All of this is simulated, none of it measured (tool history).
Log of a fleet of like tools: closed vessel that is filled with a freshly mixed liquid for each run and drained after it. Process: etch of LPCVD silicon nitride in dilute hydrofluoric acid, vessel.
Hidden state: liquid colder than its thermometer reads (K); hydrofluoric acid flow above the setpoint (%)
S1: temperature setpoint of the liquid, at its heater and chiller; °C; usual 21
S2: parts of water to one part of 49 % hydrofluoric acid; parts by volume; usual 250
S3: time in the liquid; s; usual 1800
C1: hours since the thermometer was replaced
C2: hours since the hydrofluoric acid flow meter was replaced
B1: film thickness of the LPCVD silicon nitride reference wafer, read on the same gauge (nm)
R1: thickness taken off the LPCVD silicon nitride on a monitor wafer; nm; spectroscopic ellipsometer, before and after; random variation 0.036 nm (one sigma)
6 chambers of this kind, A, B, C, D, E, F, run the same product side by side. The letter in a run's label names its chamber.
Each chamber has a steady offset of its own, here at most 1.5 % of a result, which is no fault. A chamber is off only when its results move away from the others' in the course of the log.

run   hour  S1   S2    S3      C1     C2      B1      R1
 1F    7.3  21  250  1800     508    698  59.995   3.045
 2A   18.9  21  250  1800  1135.1  250.4  60.007  2.9925
      24.8  -- chamber D: hydrofluoric acid flow meter replaced
 3C     27  21  250  1800  1348.8  107.8  59.999  3.0327
 4D   37.2  21  250  1800   334.5   12.4  60.015  3.0179
 5B   44.4  21  250  1800  1857.8   85.2  59.996  3.0296
 6E   55.6  21  250  1800  1024.7  624.6  60.024  3.0372
 7E   65.9  21  250  1800    1035  634.9  59.992  3.0007
 8D   77.9  21  250  1800   375.2   53.1  60.015  2.9567
 9A   86.1  21  140  1160  1202.3  317.6  59.994  3.4103
10F   96.9  21  140  1160   597.6  787.6  60.009  3.4924
11C    103  21  140  1160  1424.8  183.8  60.021   3.364
12B  109.1  21  140  1160  1922.5  149.9  60.009  3.4717
13E  116.5  21  140  1160  1085.6  685.5  60.001  3.4828
14B  123.1  21  140  1160  1936.5  163.9  59.998  3.4944
15D  131.5  21  250  1800   428.8  106.7  60.021  2.9776
16C  140.5  21  250  1800  1462.3  221.3  59.999   3.006
17A  149.5  21  250  1800  1265.7    381  59.987  2.9767
18F  156.8  21  250  1800   657.5  847.5      60  2.9883
19D  166.3  17  250  1800   463.6  141.5  60.009  2.2677
20E  174.5  17  250  1800  1143.6  743.5  59.996  2.3926
21F    182  17  250  1800   682.7  872.7  60.009  2.2557
22C  193.2  17  250  1800    1515    274  60.001   2.327
23B    206  17  250  1800  2019.4  246.8  59.995  2.3568
24A  215.7  17  250  1800  1331.9  447.2  59.986  2.3465
     223.3  -- chamber A: thermometer replaced
25E  225.9  21  200  1080    1195  794.9  60.012  2.4106
26F  235.3  21  200  1080     736    926  59.992  2.2843
27B  240.9  21  200  1080  2054.3  281.7  59.982   2.289
28D  253.9  21  200  1080   551.2  229.1  60.006  2.2021
29A  260.1  21  200  1080    36.9  491.6  59.972  2.2322
30C  269.8  21  200  1080  1591.6  350.6  59.994  2.2389
31E  280.7  21  185  1800  1249.8  849.7  59.998  4.2771
32F  290.5  21  185  1800   791.2  981.2  59.998  4.0831
33C  299.6  21  185  1800  1621.4  380.4  60.014  3.9836
34A  312.6  21  185  1800    89.4  544.1  60.002  4.1175
35D  322.6  21  185  1800   619.9  297.8  60.006  4.0806
36B  328.6  21  185  1800    2142  369.4  59.997  4.1677
37D  336.8  21  250  1800   634.1    312  59.997  3.0236
38E  347.2  21  250  1800  1316.3  916.2      60  3.1905
39C  354.2  21  250  1800    1676    435  59.999  3.0504
40B  363.8  21  250  1800  2177.2  404.6  59.991  3.0204
41A  374.3  21  250  1800   151.1  605.8   59.98   2.979

All 6 chambers run these settings next. Forecast each chamber's results:
42A  383.6  24.5  250  1800               ?
42B  383.6  24.5  250  1800               ?
42C  383.6  24.5  250  1800               ?
42D  383.6  24.5  250  1800               ?
42E  383.6  24.5  250  1800               ?
42F  383.6  24.5  250  1800               ?

run      R1
42A  3.8598
42B  3.8169
42C  3.7105
42D  3.7758
42E  4.1394
42F  3.7726

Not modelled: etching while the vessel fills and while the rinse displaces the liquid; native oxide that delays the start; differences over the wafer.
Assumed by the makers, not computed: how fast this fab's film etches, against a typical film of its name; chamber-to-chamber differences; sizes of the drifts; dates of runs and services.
